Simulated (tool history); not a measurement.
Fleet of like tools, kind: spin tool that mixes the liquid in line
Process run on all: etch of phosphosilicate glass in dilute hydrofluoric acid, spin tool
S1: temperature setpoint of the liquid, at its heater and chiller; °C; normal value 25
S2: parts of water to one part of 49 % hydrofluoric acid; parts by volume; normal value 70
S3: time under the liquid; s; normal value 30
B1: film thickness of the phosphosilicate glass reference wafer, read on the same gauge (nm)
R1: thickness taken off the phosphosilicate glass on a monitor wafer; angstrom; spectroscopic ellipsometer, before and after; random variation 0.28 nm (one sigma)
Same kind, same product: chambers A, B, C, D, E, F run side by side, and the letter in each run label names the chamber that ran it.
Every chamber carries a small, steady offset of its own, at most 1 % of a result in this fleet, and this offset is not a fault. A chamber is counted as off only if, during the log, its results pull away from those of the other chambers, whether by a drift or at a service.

run   hour    S1   S2  S3      B1      R1
 1C    4.9    25   70  30  80.018  561.98
 2F    8.8    25   70  30  80.039  562.08
 3E   12.8    25   70  30  80.023   559.5
 4D     20    25   70  30  79.981  571.12
 5B   24.1    25   70  30  79.997  562.83
 6A   27.3    25   70  30  79.992  564.82
 7F   32.1    25   70  30  79.991  558.16
 8C   39.2    25   70  30  80.039  554.42
 9E   46.1    25   90  40  80.005  564.49
10D   52.7    25   90  40  80.008  578.39
11B   56.4    25   90  40  79.975  563.85
12A   63.7    25   90  40  79.982  572.67
13A   70.9    25   90  40  79.972  569.28
14D   74.5    25   90  40  80.003  579.59
15F   77.9    25   70  30   79.99  558.69
16B   81.7    25   70  30  79.959     562
17C   87.6    25   70  30  80.007  564.84
18E     93    25   70  30  80.008  562.35
19A   96.8    25   70  30  80.029   570.1
20F    103    25   70  30   80.01  561.79
21D  106.5    22   70  45  80.033  751.53
22E  109.7    22   70  45  79.977  743.76
23C  115.7    22   70  45  80.005  743.19
24B  122.9    22   70  45  79.987  746.55
25C  129.7    22   70  45  79.951  744.08
26E  135.1    22   70  45  80.027  740.12
27B  141.8    25   70  30  79.988  565.06
28A  147.1    25   70  30  79.999   573.5
29F  150.3    25   70  30   80.04  564.26
30D  154.3    25   70  30  79.984   562.4
31C  161.6    25   70  30  80.005  562.11
32F  166.6  27.5   70  25  79.986   519.3
33E  171.4  27.5   70  25  80.004   510.9
34B  176.5  27.5   70  25  79.969  515.38
     182.1  -- chamber F: hydrofluoric acid flow meter replaced
35A  183.7  27.5   70  25   79.97  522.75
36D  188.4  27.5   70  25  80.017  516.99
37A  192.6  27.5   70  25  79.983  521.45
38C  197.1    25   70  30  79.974  567.94
39B  203.8    25   70  30  80.038  562.56
40D  209.8    25   70  30  79.948  568.55
41F  214.3    25   70  30  80.006  560.51
42E  219.6    25   70  30  80.004  558.48
43A  223.4  28.5  100  30  80.012  433.38
44E    227  28.5  100  30  80.008  429.84

All 6 chambers run these settings next. Forecast each chamber's results:
45A  232.3  25  70  30       ?
45B  232.3  25  70  30       ?
45C  232.3  25  70  30       ?
45D  232.3  25  70  30       ?
45E  232.3  25  70  30       ?
45F  232.3  25  70  30       ?

run      R1
45A  573.78
45B   564.4
45C  561.57
45D  568.38
45E  558.62
45F  566.12

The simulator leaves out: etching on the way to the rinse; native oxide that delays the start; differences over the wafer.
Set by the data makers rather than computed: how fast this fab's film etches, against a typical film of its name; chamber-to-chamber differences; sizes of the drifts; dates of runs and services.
